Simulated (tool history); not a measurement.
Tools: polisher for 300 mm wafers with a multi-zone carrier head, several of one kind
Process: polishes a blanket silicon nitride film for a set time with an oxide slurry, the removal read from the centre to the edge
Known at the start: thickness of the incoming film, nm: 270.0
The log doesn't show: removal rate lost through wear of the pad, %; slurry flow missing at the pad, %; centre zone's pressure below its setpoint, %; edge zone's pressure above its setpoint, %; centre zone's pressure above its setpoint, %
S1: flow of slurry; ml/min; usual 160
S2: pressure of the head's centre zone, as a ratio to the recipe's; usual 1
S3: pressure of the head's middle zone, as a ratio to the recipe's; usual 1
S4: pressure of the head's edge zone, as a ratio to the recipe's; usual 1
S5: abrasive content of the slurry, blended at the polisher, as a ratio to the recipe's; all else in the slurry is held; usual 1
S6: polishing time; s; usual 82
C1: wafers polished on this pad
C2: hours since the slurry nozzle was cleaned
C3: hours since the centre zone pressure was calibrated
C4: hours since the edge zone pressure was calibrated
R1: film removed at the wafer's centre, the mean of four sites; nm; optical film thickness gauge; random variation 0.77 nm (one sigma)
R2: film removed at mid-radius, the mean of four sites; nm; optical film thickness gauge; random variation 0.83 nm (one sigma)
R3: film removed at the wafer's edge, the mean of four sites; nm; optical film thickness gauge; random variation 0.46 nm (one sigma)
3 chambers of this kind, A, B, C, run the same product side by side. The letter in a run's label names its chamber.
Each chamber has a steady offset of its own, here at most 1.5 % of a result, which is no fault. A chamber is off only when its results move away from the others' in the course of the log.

| run | hour | S1 | S2 | S3 | S4 | S5 | S6 | C1 | C2 | C3 | C4 | R1 | R2 | R3 |
|---|---|---|---|---|---|---|---|---|---|---|---|---|---|---|
|  | 5.5 | chamber A: centre zone pressure recalibrated |
| 1A | 9 | 160 | 1 | 1 | 1 | 1 | 82 | 562 | 283.9 | 3.6 | 349.1 | 60.617 | 59.205 | 59.98 |
|  | 12.1 | chamber B: worn pad replaced by a new one |
| 2B | 14.7 | 160 | 1 | 1 | 1 | 1 | 82 | 25 | 81.5 | 839.3 | 915.4 | 59.12 | 59.972 | 59.66 |
| 3C | 26.1 | 160 | 1 | 1 | 1 | 1 | 82 | 905 | 361.5 | 705.5 | 50.5 | 59.954 | 61.286 | 58.897 |
| 4B | 33.7 | 160 | 1 | 1 | 1 | 1 | 82 | 210 | 100.5 | 858.3 | 934.4 | 59.353 | 58.541 | 59.524 |
| 5C | 40.1 | 160 | 1 | 1 | 1 | 1 | 82 | 1042 | 375.5 | 719.5 | 64.5 | 58.745 | 59.687 | 58.784 |
| 6A | 49.4 | 160 | 1 | 1 | 1 | 1 | 82 | 955 | 324.3 | 44 | 389.5 | 60.849 | 60.121 | 59.793 |
| 7B | 56.3 | 160 | 1 | 1 | 1 | 1 | 82 | 430 | 123.1 | 880.9 | 957 | 58.735 | 57.697 | 60.247 |
| 8C | 65.8 | 160 | 1 | 1 | 1 | 1 | 82 | 1292 | 401.2 | 745.2 | 90.2 | 59.171 | 60.237 | 58.442 |
| 9A | 77.6 | 180 | 1 | 1 | 1.09 | 1 | 82 | 1230 | 352.5 | 72.2 | 417.7 | 61.697 | 60.786 | 63.272 |
|  | 78 | chamber C: worn pad replaced by a new one |
|  | 82.9 | chamber B: worn pad replaced by a new one |
| 10C | 85.3 | 180 | 1 | 1 | 1.09 | 1 | 82 | 71 | 420.7 | 764.7 | 109.7 | 62.883 | 60.184 | 63.197 |
| 11A | 92.6 | 180 | 1 | 1 | 1.09 | 1 | 82 | 1376 | 367.5 | 87.2 | 432.7 | 61.09 | 60.297 | 63.964 |
|  | 98.4 | chamber A: worn pad replaced by a new one |
| 12B | 98.7 | 160 | 1 | 1 | 0.96 | 1 | 110 | 154 | 165.5 | 923.3 | 999.4 | 78.572 | 79.234 | 78.721 |
| 13A | 110.3 | 160 | 1 | 1 | 0.96 | 1 | 110 | 116 | 385.2 | 104.9 | 450.4 | 79.945 | 79.845 | 79.135 |
| 14B | 118.7 | 160 | 1 | 1 | 0.96 | 1 | 110 | 349 | 185.5 | 943.3 | 1019.4 | 80.675 | 77.142 | 77.681 |
| 15C | 125.5 | 160 | 1 | 1 | 1 | 1 | 82 | 462 | 460.9 | 804.9 | 149.9 | 59.975 | 59.535 | 59.522 |
| 16C | 132.5 | 160 | 1 | 1 | 1 | 1 | 82 | 531 | 467.9 | 811.9 | 156.9 | 59.256 | 60.491 | 60.125 |
| 17B | 139.6 | 160 | 1 | 1 | 1 | 1 | 82 | 552 | 206.4 | 964.2 | 1040.3 | 59.591 | 60.302 | 60.432 |
| 18A | 145.5 | 160 | 1 | 1 | 1 | 1 | 82 | 458 | 420.4 | 140.1 | 485.6 | 60.881 | 60.345 | 59.086 |
|  | 150 | chamber B: worn pad replaced by a new one |
| 19C | 152.2 | 160 | 1 | 1 | 1 | 1 | 82 | 722 | 487.6 | 831.6 | 176.6 | 59.809 | 59.752 | 60.38 |
| 20B | 163.6 | 160 | 1 | 1 | 1 | 1 | 82 | 133 | 230.4 | 988.2 | 1064.3 | 57.65 | 59.08 | 58.826 |
| 21A | 169.3 | 160 | 1 | 1 | 1 | 1 | 82 | 690 | 444.2 | 163.9 | 509.4 | 60.96 | 59.605 | 59.994 |
| 22C | 180.5 | 160 | 1 | 1 | 1 | 1 | 82 | 998 | 515.9 | 859.9 | 204.9 | 60.678 | 59.775 | 59.89 |
| 23B | 186.9 | 160 | 1 | 1 | 1 | 1 | 82 | 359 | 253.7 | 1011.5 | 1087.6 | 60.499 | 58.442 | 59.203 |
| 24A | 195 | 160 | 1 | 1 | 1 | 1 | 82 | 940 | 469.9 | 189.6 | 535.1 | 60.381 | 59.737 | 60.401 |
|  | 196.4 | chamber A: slurry nozzle cleaned |
| 25C | 200.4 | 160 | 1 | 1 | 1 | 1 | 82 | 1191 | 535.8 | 879.8 | 224.8 | 60.454 | 60.147 | 59.894 |
|  | 201.4 | chamber C: worn pad replaced by a new one |
| 26B | 207.4 | 160 | 1 | 1 | 1 | 1 | 82 | 559 | 274.2 | 1032 | 1108.1 | 60.497 | 57.81 | 59.722 |
| 27A | 214 | 160 | 1 | 1 | 1 | 1 | 82 | 1125 | 17.6 | 208.6 | 554.1 | 60.39 | 60.668 | 60.712 |
|  | 219 | chamber A: worn pad replaced by a new one |
| 28B | 219.8 | 125 | 0.93 | 1 | 1 | 1 | 82 | 679 | 286.6 | 1044.4 | 1120.5 | 52.533 | 55.85 | 57.515 |
| 29A | 231.5 | 125 | 0.93 | 1 | 1 | 1 | 82 | 122 | 35.1 | 226.1 | 571.6 | 52.959 | 56.223 | 57.679 |
| 30C | 240.6 | 125 | 0.93 | 1 | 1 | 1 | 82 | 381 | 576 | 920 | 265 | 53.101 | 58.212 | 57.879 |

Next, every chamber runs the same settings. What will each give?
| 31A | 249.1 | 160 | 1 | 0.93 | 1 | 1 | 82 |  |  |  |  | ? | ? | ? |
| 31B | 249.1 | 160 | 1 | 0.93 | 1 | 1 | 82 |  |  |  |  | ? | ? | ? |
| 31C | 249.1 | 160 | 1 | 0.93 | 1 | 1 | 82 |  |  |  |  | ? | ? | ? |

| run | R1 | R2 | R3 |
|---|---|---|---|
| 31A | 59.681 | 55.721 | 60.108 |
| 31B | 58.703 | 55.004 | 59.802 |
| 31C | 61.98 | 55.394 | 59.477 |
